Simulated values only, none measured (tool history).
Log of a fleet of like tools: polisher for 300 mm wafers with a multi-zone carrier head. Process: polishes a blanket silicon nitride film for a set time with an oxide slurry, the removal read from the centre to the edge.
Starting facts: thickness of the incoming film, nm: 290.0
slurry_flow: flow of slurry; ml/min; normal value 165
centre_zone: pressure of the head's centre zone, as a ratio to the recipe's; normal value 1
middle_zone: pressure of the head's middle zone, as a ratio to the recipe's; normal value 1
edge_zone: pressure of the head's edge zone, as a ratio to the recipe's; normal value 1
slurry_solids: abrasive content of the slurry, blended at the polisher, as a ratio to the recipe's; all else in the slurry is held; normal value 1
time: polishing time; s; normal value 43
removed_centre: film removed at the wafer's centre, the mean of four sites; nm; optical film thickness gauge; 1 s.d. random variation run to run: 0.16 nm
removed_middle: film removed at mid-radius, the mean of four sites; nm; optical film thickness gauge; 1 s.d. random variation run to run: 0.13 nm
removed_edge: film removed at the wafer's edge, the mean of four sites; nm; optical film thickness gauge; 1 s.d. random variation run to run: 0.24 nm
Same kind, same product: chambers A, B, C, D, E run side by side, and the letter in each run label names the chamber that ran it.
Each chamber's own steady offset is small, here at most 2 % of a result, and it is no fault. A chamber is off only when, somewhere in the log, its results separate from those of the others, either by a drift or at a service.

Run 1B, day 0.179: usual settings. Result: removed_centre 18.834 nm, removed_middle 18.742 nm, removed_edge 19.121 nm.
Run 2A, day 0.317: usual settings. Result: removed_centre 18.665 nm, removed_middle 18.6 nm, removed_edge 18.351 nm.
Run 3C, day 0.471: usual settings. Result: removed_centre 18.462 nm, removed_middle 18.536 nm, removed_edge 18.897 nm.
Run 4E, day 0.583: usual settings. Result: removed_centre 18.832 nm, removed_middle 18.752 nm, removed_edge 19.414 nm.
Run 5D, day 0.662: usual settings. Result: removed_centre 18.799 nm, removed_middle 18.891 nm, removed_edge 18.589 nm.
Run 6D, day 0.8: usual settings. Result: removed_centre 18.913 nm, removed_middle 18.993 nm, removed_edge 18.939 nm.
At day 0.812: chamber C: worn pad replaced by a new one.
Run 7A, day 0.917: usual settings. Result: removed_centre 18.247 nm, removed_middle 18.537 nm, removed_edge 18.792 nm.
Run 8E, day 1.046: usual settings. Result: removed_centre 18.899 nm, removed_middle 18.761 nm, removed_edge 18.678 nm.
Run 9C, day 1.2: usual settings. Result: removed_centre 18.508 nm, removed_middle 18.425 nm, removed_edge 18.747 nm.
Run 10B, day 1.3: usual settings. Result: removed_centre 19.138 nm, removed_middle 18.704 nm, removed_edge 18.592 nm.
Run 11D, day 1.379: usual settings. Result: removed_centre 18.52 nm, removed_middle 18.876 nm, removed_edge 18.897 nm.
Run 12B, day 1.546: usual settings. Result: removed_centre 18.598 nm, removed_middle 18.676 nm, removed_edge 18.634 nm.
Run 13C, day 1.642: usual settings. Result: removed_centre 18.391 nm, removed_middle 18.446 nm, removed_edge 18.97 nm.
Run 14E, day 1.821: usual settings. Result: removed_centre 18.734 nm, removed_middle 18.778 nm, removed_edge 19.13 nm.
At day 1.933: chamber A: centre zone pressure recalibrated.
Run 15A, day 1.975: usual settings but time 49 s. Result: removed_centre 21.018 nm, removed_middle 21.144 nm, removed_edge 21.328 nm.
Run 16B, day 2.104: usual settings but time 49 s. Result: removed_centre 21.104 nm, removed_middle 21.545 nm, removed_edge 21.897 nm.
At day 2.167: chamber A: worn pad replaced by a new one.
Run 17A, day 2.217: usual settings but time 49 s. Result: removed_centre 21.106 nm, removed_middle 21.317 nm, removed_edge 21.235 nm.
At day 2.279: chamber D: slurry nozzle cleaned.
Run 18D, day 2.333: usual settings but time 49 s. Result: removed_centre 21.402 nm, removed_middle 21.495 nm, removed_edge 20.75 nm.
Run 19C, day 2.454: usual settings but time 49 s. Result: removed_centre 22.069 nm, removed_middle 20.899 nm, removed_edge 21.303 nm.
Run 20E, day 2.633: usual settings. Result: removed_centre 18.545 nm, removed_middle 18.557 nm, removed_edge 19.046 nm.
At day 2.679: chamber B: worn pad replaced by a new one.
Run 21C, day 2.729: usual settings. Result: removed_centre 19.053 nm, removed_middle 18.334 nm, removed_edge 18.845 nm.
At day 2.767: chamber D: worn pad replaced by a new one.
Run 22E, day 2.838: usual settings. Result: removed_centre 18.755 nm, removed_middle 18.661 nm, removed_edge 19.245 nm.
Run 23D, day 2.921: usual settings. Result: removed_centre 18.84 nm, removed_middle 18.819 nm, removed_edge 18.707 nm.
Run 24A, day 3: usual settings. Result: removed_centre 18.753 nm, removed_middle 18.571 nm, removed_edge 18.691 nm.
At day 3.1: chamber A: edge zone pressure recalibrated.
Run 25B, day 3.171: usual settings. Result: removed_centre 19.121 nm, removed_middle 18.836 nm, removed_edge 18.692 nm.
Run 26D, day 3.333: usual settings. Result: removed_centre 18.612 nm, removed_middle 18.918 nm, removed_edge 18.571 nm.
Run 27B, day 3.504: usual settings. Result: removed_centre 18.914 nm, removed_middle 18.859 nm, removed_edge 18.753 nm.
Run 28A, day 3.592: usual settings. Result: removed_centre 18.424 nm, removed_middle 18.707 nm, removed_edge 18.97 nm.
Run 29C, day 3.675: usual settings. Result: removed_centre 19.819 nm, removed_middle 18.387 nm, removed_edge 18.73 nm.
At day 3.762: chamber E: worn pad replaced by a new one.
Run 30E, day 3.829: usual settings. Result: removed_centre 18.782 nm, removed_middle 18.683 nm, removed_edge 19.137 nm.
Run 31D, day 3.929: usual settings. Result: removed_centre 18.579 nm, removed_middle 18.802 nm, removed_edge 18.798 nm.

What goes on in this fleet: one chamber off, a drifting gauge, or nothing beyond the chambers' own small offsets? Name the chamber and the cause, if any.

One chamber, C, drifts off from the rest bit by bit.
Likeliest cause: centre zone's pressure above its setpoint, % = 8.03.

Here are 4 candidates for chamber C's next run, each the usual settings with a change, their results left as question marks. Which one brings its results back in line with what the others give on the usual settings?
To be in line, a result may differ from the other chambers' mean on the usual settings by at most: removed_centre 0.55 nm; removed_middle 0.44 nm; removed_edge 0.84 nm
Run 32C-1, day 4.058: usual settings but slurry_flow 170 ml/min, centre_zone 1.06, middle_zone 0.98, edge_zone 0.98. Result: removed_centre ?, removed_middle ?, removed_edge ?.
Run 32C-2, day 4.058: usual settings but centre_zone 1.02, middle_zone 0.99, edge_zone 0.99. Result: removed_centre ?, removed_middle ?, removed_edge ?.
Run 32C-3, day 4.058: usual settings but centre_zone 0.98, middle_zone 1.01, edge_zone 1.01. Result: removed_centre ?, removed_middle ?, removed_edge ?.
Run 32C-4, day 4.058: usual settings but slurry_flow 160 ml/min, centre_zone 0.94, middle_zone 1.02, edge_zone 1.02. Result: removed_centre ?, removed_middle ?, removed_edge ?.

The mean the other chambers reach with the usual settings: removed_centre 18.703 nm; removed_middle 18.713 nm; removed_edge 18.753 nm
  run  removed_centre  removed_middle  removed_edge
32C-1           21.66          18.194        18.538
32C-2          20.644          18.272        18.565
32C-3          19.755          18.612        18.756
32C-4          18.748          18.681        18.777
32C-4 is the one that brings the chamber's results back in line with the other chambers.

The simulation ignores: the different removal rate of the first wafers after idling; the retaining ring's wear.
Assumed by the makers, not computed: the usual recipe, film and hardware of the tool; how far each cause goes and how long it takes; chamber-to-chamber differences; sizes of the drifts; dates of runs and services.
